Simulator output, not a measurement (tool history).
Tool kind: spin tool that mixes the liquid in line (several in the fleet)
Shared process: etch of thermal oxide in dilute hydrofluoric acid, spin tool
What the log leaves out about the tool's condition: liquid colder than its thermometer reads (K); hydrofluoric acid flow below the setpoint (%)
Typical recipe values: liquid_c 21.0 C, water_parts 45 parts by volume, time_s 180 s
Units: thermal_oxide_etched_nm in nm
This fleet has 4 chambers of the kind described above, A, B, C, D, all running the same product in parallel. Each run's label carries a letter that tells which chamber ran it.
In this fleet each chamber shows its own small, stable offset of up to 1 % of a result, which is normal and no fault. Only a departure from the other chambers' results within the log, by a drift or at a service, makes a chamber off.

run	hour	liquid_c	water_parts	time_s	hours since the thermometer was replaced	hours since the hydrofluoric acid flow meter was replaced	read-back film thickness of the thermal oxide reference wafer, read on the same gauge (nm)	thermal_oxide_etched_nm
1D	10.2	21.0	45	180	974.6	590.7	140.01	15.983
2B	16.8	21.0	45	180	586.1	293.3	140.01	15.904
3C	26.3	21.0	45	180	996.7	554.0	139.99	15.786
# hour 31.3: chamber C: thermometer replaced
4A	34.1	21.0	45	180	1966.1	1606.3	140.00	15.845
5A	40.7	21.0	45	180	1972.7	1612.9	140.00	15.926
# hour 42.2: chamber D: hydrofluoric acid flow meter replaced
6B	49.5	21.0	45	180	618.8	326.0	140.00	16.258
7D	60.6	21.0	45	180	1025.0	18.4	140.01	16.004
# hour 69.2: chamber A: thermometer replaced
8C	69.9	21.0	45	180	38.6	597.6	140.01	16.068
9D	74.8	21.0	45	180	1039.2	32.6	139.99	15.836
10C	79.7	21.0	45	180	48.4	607.4	140.01	15.815
11B	88.4	21.0	45	180	657.7	364.9	140.00	16.075
12A	96.2	21.0	45	180	27.1	1668.4	140.01	16.084
13B	106.3	21.0	45	180	675.6	382.8	140.02	15.757
14C	115.5	21.0	45	180	84.2	643.2	139.97	15.956
15D	121.7	21.0	45	180	1086.1	79.5	139.99	15.906
16A	127.5	21.0	45	180	58.4	1699.7	140.01	15.954
17B	133.0	21.0	45	180	702.3	409.5	140.01	15.948
18A	139.4	21.0	45	180	70.3	1711.6	140.00	15.876
19D	145.7	21.0	45	120	1110.1	103.5	140.01	10.328
20C	155.6	21.0	45	120	124.3	683.3	140.01	10.636
21C	166.7	21.0	45	120	135.4	694.4	139.99	10.620
22A	175.6	21.0	45	120	106.5	1747.8	140.00	10.781
23B	180.9	17.0	45	180	750.2	457.4	140.01	13.451
24D	187.5	17.0	45	180	1151.9	145.3	140.00	12.808
25B	193.9	17.0	45	180	763.2	470.4	140.00	13.703
26D	201.5	17.0	45	180	1165.9	159.3	139.99	12.716
27A	209.4	21.0	45	180	140.3	1781.6	139.98	15.974
28C	217.5	21.0	45	180	186.2	745.2	139.99	16.002
29C	225.1	21.0	45	180	193.8	752.8	140.02	15.904
30D	231.8	21.0	45	180	1196.2	189.6	140.01	14.773
31B	237.9	21.0	45	180	807.2	514.4	140.02	16.265
32A	248.3	18.5	45	180	179.2	1820.5	140.01	14.233
33C	256.1	18.5	45	180	224.8	783.8	140.01	14.235
34B	266.6	18.5	45	180	835.9	543.1	139.99	14.472
35D	272.8	18.5	45	180	1237.2	230.6	139.98	12.977

Predict what each chamber gives when all 4 of them run the settings below next.
36A	280.8	21.0	55	180				?
36B	280.8	21.0	55	180				?
36C	280.8	21.0	55	180				?
36D	280.8	21.0	55	180				?

run	thermal_oxide_etched_nm
36A	12.601
36B	12.852
36C	12.737
36D	11.402
